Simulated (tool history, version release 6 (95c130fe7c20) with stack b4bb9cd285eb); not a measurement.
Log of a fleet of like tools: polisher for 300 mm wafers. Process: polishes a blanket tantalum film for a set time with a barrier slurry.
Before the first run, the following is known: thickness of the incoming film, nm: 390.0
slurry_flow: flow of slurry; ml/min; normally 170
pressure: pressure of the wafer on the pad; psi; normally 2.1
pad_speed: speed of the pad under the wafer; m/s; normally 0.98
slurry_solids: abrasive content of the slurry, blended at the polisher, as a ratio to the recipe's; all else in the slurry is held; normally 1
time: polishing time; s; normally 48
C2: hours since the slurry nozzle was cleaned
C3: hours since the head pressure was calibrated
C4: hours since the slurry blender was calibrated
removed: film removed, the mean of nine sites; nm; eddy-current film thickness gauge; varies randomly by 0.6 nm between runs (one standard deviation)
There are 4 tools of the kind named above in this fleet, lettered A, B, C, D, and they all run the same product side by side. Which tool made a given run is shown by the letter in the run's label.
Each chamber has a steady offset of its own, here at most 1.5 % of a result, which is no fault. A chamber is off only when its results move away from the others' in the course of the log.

Run 1A, hour 10.0: usual settings; wafers polished on this pad 657; C2 159.8; C3 842.0; C4 129.0. Result: removed 77.862 nm.
At hour 11.1: chamber D: worn pad replaced by a new one.
Run 2D, hour 22.9: usual settings; wafers polished on this pad 173; C2 680.2; C3 194.2; C4 114.1. Result: removed 77.905 nm.
At hour 30.8: chamber C: worn pad replaced by a new one.
Run 3B, hour 33.3: usual settings; wafers polished on this pad 1003; C2 285.4; C3 216.7; C4 192.5. Result: removed 78.866 nm.
At hour 43.8: chamber B: worn pad replaced by a new one.
At hour 43.9: chamber C: slurry blender recalibrated.
Run 4C, hour 45.6: usual settings; wafers polished on this pad 217; C2 443.9; C3 278.4; C4 1.7. Result: removed 77.460 nm.
Run 5C, hour 56.2: usual settings but time 32 s; wafers polished on this pad 373; C2 454.5; C3 289.0; C4 12.3. Result: removed 50.660 nm.
At hour 59.3: chamber A: worn pad replaced by a new one.
Run 6B, hour 65.9: usual settings but time 32 s; wafers polished on this pad 325; C2 318.0; C3 249.3; C4 225.1. Result: removed 52.077 nm.
At hour 70.5: chamber D: slurry nozzle cleaned.
Run 7D, hour 81.6: usual settings but time 32 s; wafers polished on this pad 1036; C2 11.1; C3 252.9; C4 172.8. Result: removed 51.939 nm.
At hour 90.3: chamber A: head pressure recalibrated.
Run 8A, hour 94.4: usual settings but time 32 s; wafers polished on this pad 516; C2 244.2; C3 4.2; C4 213.4. Result: removed 51.293 nm.
At hour 102.0: chamber C: slurry nozzle cleaned.
At hour 102.8: chamber D: worn pad replaced by a new one.
At hour 104.9: chamber A: slurry blender recalibrated.
Run 9C, hour 110.3: usual settings; wafers polished on this pad 1168; C2 8.4; C3 343.1; C4 66.4. Result: removed 76.403 nm.
At hour 114.4: chamber A: slurry nozzle cleaned.
Run 10D, hour 117.4: usual settings; wafers polished on this pad 214; C2 46.9; C3 288.7; C4 208.6. Result: removed 76.960 nm.
At hour 117.7: chamber C: worn pad replaced by a new one.
At hour 120.1: chamber B: worn pad replaced by a new one.
At hour 126.8: chamber B: slurry nozzle cleaned.
Run 11B, hour 133.7: usual settings; wafers polished on this pad 200; C2 7.0; C3 317.1; C4 292.9. Result: removed 78.010 nm.
At hour 145.0: chamber A: worn pad replaced by a new one.
Run 12A, hour 145.6: usual settings; wafers polished on this pad 9; C2 31.2; C3 55.4; C4 40.7. Result: removed 77.738 nm.
Run 13D, hour 153.9: usual settings; wafers polished on this pad 751; C2 83.4; C3 325.2; C4 245.1. Result: removed 76.932 nm.
Run 14A, hour 164.9: usual settings; wafers polished on this pad 293; C2 50.5; C3 74.7; C4 60.0. Result: removed 78.498 nm.
At hour 168.4: chamber D: head pressure recalibrated.
At hour 173.1: chamber D: slurry blender recalibrated.
Run 15C, hour 177.0: usual settings; wafers polished on this pad 871; C2 75.1; C3 409.8; C4 133.1. Result: removed 76.734 nm.
Run 16B, hour 189.3: usual settings; wafers polished on this pad 1018; C2 62.6; C3 372.7; C4 348.5. Result: removed 76.684 nm.
At hour 194.9: chamber C: worn pad replaced by a new one.
At hour 196.3: chamber D: worn pad replaced by a new one.
Run 17B, hour 202.4: usual settings; wafers polished on this pad 1210; C2 75.7; C3 385.8; C4 361.6. Result: removed 77.940 nm.
At hour 208.9: chamber B: worn pad replaced by a new one.
Run 18C, hour 210.4: usual settings; wafers polished on this pad 228; C2 108.5; C3 443.2; C4 166.5. Result: removed 76.867 nm.
Run 19A, hour 220.0: usual settings; wafers polished on this pad 1103; C2 105.6; C3 129.8; C4 115.1. Result: removed 77.411 nm.
Run 20D, hour 227.4: usual settings; wafers polished on this pad 458; C2 156.9; C3 59.1; C4 54.3. Result: removed 72.402 nm.
At hour 234.6: chamber A: worn pad replaced by a new one.
Run 21B, hour 240.0: usual settings but slurry_flow 230 ml/min, pad_speed 0.70 m/s; wafers polished on this pad 458; C2 113.3; C3 423.4; C4 399.2. Result: removed 57.274 nm.
Run 22C, hour 250.4: usual settings but slurry_flow 230 ml/min, pad_speed 0.70 m/s; wafers polished on this pad 816; C2 148.5; C3 483.2; C4 206.5. Result: removed 56.824 nm.
Run 23D, hour 258.2: usual settings but slurry_flow 230 ml/min, pad_speed 0.70 m/s; wafers polished on this pad 911; C2 187.7; C3 89.9; C4 85.1. Result: removed 54.397 nm.
Run 24A, hour 269.9: usual settings but slurry_flow 230 ml/min, pad_speed 0.70 m/s; wafers polished on this pad 520; C2 155.5; C3 179.7; C4 165.0. Result: removed 57.795 nm.
At hour 272.5: chamber C: worn pad replaced by a new one.
Run 25B, hour 281.8: usual settings; wafers polished on this pad 1072; C2 155.1; C3 465.2; C4 441.0. Result: removed 78.731 nm.
At hour 282.9: chamber D: worn pad replaced by a new one.
At hour 283.3: chamber B: worn pad replaced by a new one.
Run 26A, hour 296.4: usual settings; wafers polished on this pad 909; C2 182.0; C3 206.2; C4 191.5. Result: removed 77.014 nm.
At hour 302.7: chamber A: slurry blender recalibrated.
Run 27C, hour 305.8: usual settings; wafers polished on this pad 489; C2 203.9; C3 538.6; C4 261.9. Result: removed 76.907 nm.
Run 28D, hour 313.2: usual settings; wafers polished on this pad 446; C2 242.7; C3 144.9; C4 140.1. Result: removed 72.158 nm.
At hour 320.7: chamber B: slurry blender recalibrated.
Run 29D, hour 326.8: usual settings; wafers polished on this pad 646; C2 256.3; C3 158.5; C4 153.7. Result: removed 73.343 nm.
At hour 328.0: chamber A: worn pad replaced by a new one.
At hour 334.3: chamber A: slurry nozzle cleaned.
Run 30A, hour 338.8: usual settings; wafers polished on this pad 160; C2 4.6; C3 248.6; C4 36.2. Result: removed 78.170 nm.
Run 31C, hour 354.2: usual settings; wafers polished on this pad 1200; C2 252.3; C3 587.0; C4 310.3. Result: removed 77.299 nm.
At hour 364.7: chamber C: worn pad replaced by a new one.
Run 32B, hour 367.9: usual settings; wafers polished on this pad 1244; C2 241.2; C3 551.3; C4 47.3. Result: removed 77.097 nm.
At hour 370.4: chamber B: worn pad replaced by a new one.
At hour 375.1: chamber D: worn pad replaced by a new one.
Run 33B, hour 380.5: usual settings; wafers polished on this pad 149; C2 253.8; C3 563.9; C4 59.9. Result: removed 77.966 nm.
Run 34D, hour 395.5: usual settings; wafers polished on this pad 300; C2 325.0; C3 227.2; C4 222.4. Result: removed 71.897 nm.
Run 35A, hour 402.7: usual settings; wafers polished on this pad 1099; C2 68.5; C3 312.5; C4 100.1. Result: removed 76.555 nm.
Run 36C, hour 412.1: usual settings; wafers polished on this pad 696; C2 310.2; C3 644.9; C4 368.2. Result: removed 77.041 nm.

Is one chamber off against the others, does the gauge drift, or is nothing wrong? If a chamber is off, say which, and what the likeliest cause is.

After it was serviced, chamber D no longer matches the other chambers.
Likeliest cause: head's pressure below its setpoint, % = 6.66.

Chamber D could run next with any of the 4 candidate recipes listed below; each alters the usual settings, and their results appear as question marks. Which one brings its results back in line with what the other chambers deliver on the usual settings?
Counts as in line when no further than this from what the other chambers average on the usual settings: removed 2.100 nm
Run 37D-1, hour 423.8: usual settings but pressure 2.2 psi, pad_speed 1.00 m/s. Result: removed ?.
Run 37D-2, hour 423.8: usual settings but pressure 2.0 psi, time 47 s. Result: removed ?.
Run 37D-3, hour 423.8: usual settings but pad_speed 1.00 m/s. Result: removed ?.
Run 37D-4, hour 423.8: usual settings but time 47 s. Result: removed ?.

Mean of the other chambers on the usual settings: removed 77.192 nm
  run  removed
37D-1   77.392
37D-2   67.585
37D-3   73.910
37D-4   70.927
37D-1 brings the chamber back in line.

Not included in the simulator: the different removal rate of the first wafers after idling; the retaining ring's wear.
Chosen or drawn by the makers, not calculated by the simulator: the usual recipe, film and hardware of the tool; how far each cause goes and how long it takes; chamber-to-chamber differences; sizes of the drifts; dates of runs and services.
